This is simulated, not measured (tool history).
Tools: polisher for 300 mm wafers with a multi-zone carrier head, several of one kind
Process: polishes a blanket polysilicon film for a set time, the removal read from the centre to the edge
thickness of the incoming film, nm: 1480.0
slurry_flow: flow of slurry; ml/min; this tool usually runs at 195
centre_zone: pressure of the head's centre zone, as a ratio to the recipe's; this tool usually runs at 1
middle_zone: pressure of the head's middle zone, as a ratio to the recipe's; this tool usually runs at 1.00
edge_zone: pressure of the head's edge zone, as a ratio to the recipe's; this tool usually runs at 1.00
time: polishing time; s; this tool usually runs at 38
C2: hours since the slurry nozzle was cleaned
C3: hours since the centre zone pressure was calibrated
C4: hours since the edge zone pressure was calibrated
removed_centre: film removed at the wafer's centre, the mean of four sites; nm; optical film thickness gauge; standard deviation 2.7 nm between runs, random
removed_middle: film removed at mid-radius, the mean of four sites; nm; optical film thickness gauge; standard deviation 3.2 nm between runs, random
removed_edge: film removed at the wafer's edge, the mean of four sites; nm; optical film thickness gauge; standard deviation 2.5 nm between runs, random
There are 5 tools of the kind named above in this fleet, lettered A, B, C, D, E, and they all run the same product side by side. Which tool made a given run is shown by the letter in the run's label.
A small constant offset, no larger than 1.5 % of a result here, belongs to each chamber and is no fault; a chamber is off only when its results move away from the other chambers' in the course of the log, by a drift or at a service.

run 1E hour=14.4 | slurry_flow=195 centre_zone=1 middle_zone=1.00 edge_zone=1.00 time=38 | wafers_polished_on_this_pad=291 C2=127.2 C3=141.3 C4=614.5 | removed_centre=246.38 removed_middle=247.75 removed_edge=249.13
run 2D hour=23.1 | slurry_flow=195 centre_zone=1 middle_zone=1.00 edge_zone=1.00 time=38 | wafers_polished_on_this_pad=591 C2=302.4 C3=344.6 C4=894.3 | removed_centre=248.51 removed_middle=244.79 removed_edge=252.35
-- hour=25.4 chamber C: worn pad replaced by a new one
run 3C hour=32.9 | slurry_flow=195 centre_zone=1 middle_zone=1.00 edge_zone=1.00 time=38 | wafers_polished_on_this_pad=112 C2=222.4 C3=1018.5 C4=576.4 | removed_centre=253.87 removed_middle=247.62 removed_edge=244.07
run 4B hour=44.2 | slurry_flow=195 centre_zone=1 middle_zone=1.00 edge_zone=1.00 time=38 | wafers_polished_on_this_pad=881 C2=137.9 C3=185.9 C4=398.6 | removed_centre=247.92 removed_middle=237.95 removed_edge=251.33
run 5A hour=52.9 | slurry_flow=195 centre_zone=1 middle_zone=1.00 edge_zone=1.00 time=38 | wafers_polished_on_this_pad=879 C2=447.1 C3=820.8 C4=473.1 | removed_centre=247.81 removed_middle=253.19 removed_edge=249.15
-- hour=58.7 chamber D: worn pad replaced by a new one
-- hour=59.3 chamber B: worn pad replaced by a new one
-- hour=65.9 chamber E: worn pad replaced by a new one
run 6D hour=66.7 | slurry_flow=195 centre_zone=1 middle_zone=1.00 edge_zone=1.09 time=27 | wafers_polished_on_this_pad=119 C2=346.0 C3=388.2 C4=937.9 | removed_centre=176.26 removed_middle=179.64 removed_edge=182.56
-- hour=67.4 chamber A: worn pad replaced by a new one
run 7A hour=80.1 | slurry_flow=195 centre_zone=1 middle_zone=1.00 edge_zone=1.09 time=27 | wafers_polished_on_this_pad=188 C2=474.3 C3=848.0 C4=500.3 | removed_centre=174.05 removed_middle=178.35 removed_edge=183.00
run 8C hour=89.8 | slurry_flow=195 centre_zone=1 middle_zone=1.00 edge_zone=1.09 time=27 | wafers_polished_on_this_pad=956 C2=279.3 C3=1075.4 C4=633.3 | removed_centre=176.24 removed_middle=173.10 removed_edge=182.01
-- hour=91.1 chamber A: edge zone pressure recalibrated
-- hour=93.3 chamber C: slurry nozzle cleaned
-- hour=95.7 chamber C: worn pad replaced by a new one
run 9B hour=101.9 | slurry_flow=195 centre_zone=1 middle_zone=1.00 edge_zone=1.09 time=27 | wafers_polished_on_this_pad=632 C2=195.6 C3=243.6 C4=456.3 | removed_centre=179.97 removed_middle=176.62 removed_edge=184.54
run 10E hour=115.5 | slurry_flow=195 centre_zone=1 middle_zone=1.00 edge_zone=1.09 time=27 | wafers_polished_on_this_pad=736 C2=228.3 C3=242.4 C4=715.6 | removed_centre=175.64 removed_middle=182.29 removed_edge=182.21
run 11D hour=123.7 | slurry_flow=195 centre_zone=1 middle_zone=1.00 edge_zone=1.00 time=38 | wafers_polished_on_this_pad=964 C2=403.0 C3=445.2 C4=994.9 | removed_centre=251.33 removed_middle=252.52 removed_edge=255.70
-- hour=127.5 chamber D: worn pad replaced by a new one
-- hour=129.3 chamber E: worn pad replaced by a new one
-- hour=131.3 chamber B: worn pad replaced by a new one
run 12A hour=132.3 | slurry_flow=195 centre_zone=1 middle_zone=1.00 edge_zone=0.95 time=38 | wafers_polished_on_this_pad=962 C2=526.5 C3=900.2 C4=41.2 | removed_centre=250.32 removed_middle=246.96 removed_edge=242.41
run 13E hour=145.8 | slurry_flow=195 centre_zone=1 middle_zone=1.00 edge_zone=0.95 time=38 | wafers_polished_on_this_pad=245 C2=258.6 C3=272.7 C4=745.9 | removed_centre=244.09 removed_middle=254.35 removed_edge=236.74
run 14B hour=157.2 | slurry_flow=195 centre_zone=1 middle_zone=1.00 edge_zone=0.95 time=38 | wafers_polished_on_this_pad=385 C2=250.9 C3=298.9 C4=511.6 | removed_centre=251.12 removed_middle=242.47 removed_edge=242.60
-- hour=163.1 chamber C: worn pad replaced by a new one
-- hour=164.2 chamber A: worn pad replaced by a new one
run 15C hour=165.0 | slurry_flow=195 centre_zone=1 middle_zone=1.00 edge_zone=0.95 time=38 | wafers_polished_on_this_pad=29 C2=71.8 C3=1150.6 C4=708.5 | removed_centre=252.23 removed_middle=251.86 removed_edge=238.29
run 16B hour=173.6 | slurry_flow=195 centre_zone=1 middle_zone=1.00 edge_zone=0.95 time=38 | wafers_polished_on_this_pad=628 C2=267.3 C3=315.3 C4=528.0 | removed_centre=248.04 removed_middle=242.65 removed_edge=237.78
-- hour=185.8 chamber B: edge zone pressure recalibrated
run 17E hour=186.0 | slurry_flow=195 centre_zone=1 middle_zone=1.00 edge_zone=1.00 time=38 | wafers_polished_on_this_pad=841 C2=298.8 C3=312.9 C4=786.1 | removed_centre=248.82 removed_middle=246.56 removed_edge=244.75
-- hour=193.1 chamber E: centre zone pressure recalibrated
run 18D hour=195.1 | slurry_flow=195 centre_zone=1 middle_zone=1.00 edge_zone=1.00 time=46 | wafers_polished_on_this_pad=1002 C2=474.4 C3=516.6 C4=1066.3 | removed_centre=300.60 removed_middle=305.27 removed_edge=306.82
-- hour=204.2 chamber E: worn pad replaced by a new one
run 19C hour=204.3 | slurry_flow=195 centre_zone=1 middle_zone=1.00 edge_zone=1.00 time=46 | wafers_polished_on_this_pad=611 C2=111.1 C3=1189.9 C4=747.8 | removed_centre=303.19 removed_middle=299.39 removed_edge=296.11
-- hour=204.6 chamber B: worn pad replaced by a new one
-- hour=208.7 chamber D: worn pad replaced by a new one
run 20A hour=215.6 | slurry_flow=195 centre_zone=1 middle_zone=1.00 edge_zone=1.00 time=46 | wafers_polished_on_this_pad=762 C2=609.8 C3=983.5 C4=124.5 | removed_centre=300.02 removed_middle=301.58 removed_edge=299.17
-- hour=223.2 chamber C: worn pad replaced by a new one
run 21A hour=227.7 | slurry_flow=195 centre_zone=1 middle_zone=1.00 edge_zone=1.00 time=46 | wafers_polished_on_this_pad=941 C2=621.9 C3=995.6 C4=136.6 | removed_centre=301.19 removed_middle=298.56 removed_edge=301.76
run 22C hour=239.7 | slurry_flow=195 centre_zone=1 middle_zone=1.00 edge_zone=1.00 time=46 | wafers_polished_on_this_pad=245 C2=146.5 C3=1225.3 C4=783.2 | removed_centre=304.30 removed_middle=291.77 removed_edge=299.37
-- hour=240.6 chamber D: slurry nozzle cleaned
-- hour=242.2 chamber A: worn pad replaced by a new one
run 23E hour=253.3 | slurry_flow=195 centre_zone=1 middle_zone=1.00 edge_zone=1.00 time=38 | wafers_polished_on_this_pad=728 C2=366.1 C3=60.3 C4=853.4 | removed_centre=266.25 removed_middle=254.03 removed_edge=247.03
-- hour=264.7 chamber E: worn pad replaced by a new one
run 24D hour=266.0 | slurry_flow=195 centre_zone=1 middle_zone=1.00 edge_zone=1.00 time=38 | wafers_polished_on_this_pad=850 C2=25.5 C3=587.5 C4=1137.2 | removed_centre=247.84 removed_middle=246.22 removed_edge=249.86
-- hour=269.5 chamber B: worn pad replaced by a new one
-- hour=275.9 chamber E: slurry nozzle cleaned
run 25B hour=277.6 | slurry_flow=195 centre_zone=1 middle_zone=1.00 edge_zone=1.00 time=38 | wafers_polished_on_this_pad=120 C2=371.3 C3=419.3 C4=91.9 | removed_centre=250.68 removed_middle=244.57 removed_edge=245.03
-- hour=278.4 chamber D: worn pad replaced by a new one
-- hour=279.6 chamber B: slurry nozzle cleaned
-- hour=283.8 chamber A: slurry nozzle cleaned
run 26A hour=287.1 | slurry_flow=195 centre_zone=1 middle_zone=0.89 edge_zone=1.00 time=38 | wafers_polished_on_this_pad=666 C2=3.4 C3=1055.0 C4=196.0 | removed_centre=248.98 removed_middle=225.34 removed_edge=253.39
-- hour=292.8 chamber C: worn pad replaced by a new one
run 27C hour=297.3 | slurry_flow=195 centre_zone=1 middle_zone=0.89 edge_zone=1.00 time=38 | wafers_polished_on_this_pad=67 C2=204.1 C3=1282.9 C4=840.8 | removed_centre=245.68 removed_middle=223.63 removed_edge=250.67
run 28E hour=306.9 | slurry_flow=195 centre_zone=1 middle_zone=0.89 edge_zone=1.00 time=38 | wafers_polished_on_this_pad=625 C2=31.1 C3=113.9 C4=907.0 | removed_centre=270.93 removed_middle=228.85 removed_edge=244.68
run 29D hour=316.8 | slurry_flow=195 centre_zone=1 middle_zone=0.89 edge_zone=1.00 time=38 | wafers_polished_on_this_pad=569 C2=76.3 C3=638.3 C4=1188.0 | removed_centre=254.66 removed_middle=226.00 removed_edge=250.82
-- hour=320.7 chamber C: slurry nozzle cleaned
run 30B hour=328.1 | slurry_flow=195 centre_zone=1 middle_zone=0.89 edge_zone=1.00 time=38 | wafers_polished_on_this_pad=869 C2=48.5 C3=469.8 C4=142.4 | removed_centre=250.92 removed_middle=220.47 removed_edge=249.91
-- hour=336.3 chamber C: centre zone pressure recalibrated
run 31D hour=339.3 | slurry_flow=195 centre_zone=1 middle_zone=1.00 edge_zone=1.00 time=38 | wafers_polished_on_this_pad=902 C2=98.8 C3=660.8 C4=1210.5 | removed_centre=248.36 removed_middle=255.24 removed_edge=248.16
run 32C hour=353.6 | slurry_flow=195 centre_zone=1 middle_zone=1.00 edge_zone=1.00 time=38 | wafers_polished_on_this_pad=901 C2=33.0 C3=17.4 C4=897.1 | removed_centre=244.38 removed_middle=245.13 removed_edge=241.24

Is one chamber off against the others, does the gauge drift, or is nothing wrong? If a chamber is off, say which, and what the likeliest cause is.

A service on chamber E put it out of line with the rest.
Likeliest cause: centre zone's pressure above its setpoint, % = 7.59.

Chamber E could run next with any of the 4 candidate recipes listed below; each alters the usual settings, and their results appear as question marks. Which one brings its results back in line with what the other chambers deliver on the usual settings?
Allowed miss from the other chambers' usual-settings mean, per result, to count as in line: removed_centre 9.60 nm; removed_middle 11.00 nm; removed_edge 8.60 nm
run 33E-1 hour=364.3 | slurry_flow=205 centre_zone=1.12 middle_zone=1.01 edge_zone=0.94 time=38 | removed_centre=? removed_middle=? removed_edge=?
run 33E-2 hour=364.3 | slurry_flow=185 centre_zone=0.89 middle_zone=0.99 edge_zone=1.06 time=38 | removed_centre=? removed_middle=? removed_edge=?
run 33E-3 hour=364.3 | slurry_flow=200 centre_zone=1.06 middle_zone=1.00 edge_zone=0.97 time=38 | removed_centre=? removed_middle=? removed_edge=?
run 33E-4 hour=364.3 | slurry_flow=190 centre_zone=0.94 middle_zone=1.00 edge_zone=1.03 time=38 | removed_centre=? removed_middle=? removed_edge=?

Average result of the remaining chambers running the usual settings: removed_centre 249.12 nm; removed_middle 248.15 nm; removed_edge 247.96 nm
run=33E-1 removed_centre=306.78 removed_middle=254.86 removed_edge=239.37
run=33E-2 removed_centre=234.68 removed_middle=246.85 removed_edge=252.21
run=33E-3 removed_centre=287.88 removed_middle=251.77 removed_edge=242.68
run=33E-4 removed_centre=250.39 removed_middle=250.05 removed_edge=249.06
33E-4 brings the chamber back in line.
